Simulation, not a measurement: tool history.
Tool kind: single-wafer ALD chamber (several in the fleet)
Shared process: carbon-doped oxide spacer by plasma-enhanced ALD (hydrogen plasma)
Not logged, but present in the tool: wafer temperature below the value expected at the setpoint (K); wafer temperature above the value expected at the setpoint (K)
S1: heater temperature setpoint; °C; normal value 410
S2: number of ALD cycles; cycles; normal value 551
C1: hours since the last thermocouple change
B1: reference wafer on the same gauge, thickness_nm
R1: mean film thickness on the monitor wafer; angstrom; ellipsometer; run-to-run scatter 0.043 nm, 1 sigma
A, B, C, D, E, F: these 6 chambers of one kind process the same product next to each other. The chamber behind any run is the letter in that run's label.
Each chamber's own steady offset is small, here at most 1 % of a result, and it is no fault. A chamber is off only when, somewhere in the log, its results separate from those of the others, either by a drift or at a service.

run     day   S1   S2      C1      B1      R1
 1B   0.483  410  551  1696.9  25.492  265.98
 2A   0.946  410  551  1062.3  25.498  265.08
 3E   1.225  410  551   994.3  25.496  269.36
 4F   1.762  410  551   399.8  25.482  268.34
 5D     2.3  410  551   730.6   25.49  264.28
 6C   2.546  410  551    1371   25.48  265.93
 7A   2.942  410  551  1110.2   25.47  265.62
 8C   3.408  410  551  1391.7   25.47  266.26
 9B   3.829  410  551  1777.2  25.459   265.5
10F   4.254  410  551   459.6  25.464  267.42
11E     4.6  410  551  1075.3  25.446  269.02
12D    5.15  410  551     799   25.45  263.38
13E   5.642  410  551  1100.3  25.451  269.23
14F     5.9  410  551   499.1  25.438  267.57
15C   6.275  410  551  1460.5  25.444  266.21
16B   6.554  410  551  1842.6  25.438  265.33
17D   6.954  410  551   842.3  25.434  264.03
18A   7.333  410  551  1215.6  25.436  263.67
19A   7.888  410  551  1228.9  25.423  264.53
20F    8.25  410  551   555.5  25.414  266.88
21E   8.512  410  551  1169.2  25.418     269
22D   8.812  410  551   886.9  25.423  264.21
23C   9.358  405  615  1534.5  25.416  302.04
24B   9.633  405  615  1916.5  25.412  299.59
25A   9.983  405  615  1279.2  25.413  299.64
26C  10.312  405  615  1557.4  25.403  301.17
27F  10.858  405  615   618.1  25.396  302.14
28E  11.308  405  615  1236.3  25.389  304.53
29B  11.775  410  551  1967.9  25.391     264
30D  12.196  410  551   968.1  25.388  263.39
31C  12.625  410  551  1612.9  25.372  265.54
32B  12.979  410  551  1996.8  25.377  264.64
33E  13.292  410  551  1283.9  25.377  269.01
34F  13.567  410  551   683.1  25.372  266.69
     14.071  -- chamber B: thermocouple changed; heater temperature recalibrated
35A  14.096  410  551  1377.9  25.358   263.7
36D  14.571  410  551  1025.1   25.37  263.33
37C  15.033  410  452  1670.7  25.357  217.33
38B  15.308  410  452    29.8  25.353  217.02
39F  15.875  410  452   738.5  25.359  218.34
40D  16.408  410  452  1069.2  25.346  216.17
41A  16.871  410  452  1444.5  25.343  215.92
42E  17.375  410  452  1381.9  25.334  220.21

Does one chamber stand apart from the rest, does the shared gauge drift, or is all well apart from small per-chamber offsets? Give the chamber and the most likely cause, where there is one.

The gauge drifts, so all chambers seem to drift together. No chamber is off.
What lies behind it: gauge reads low (%) = 0.652.
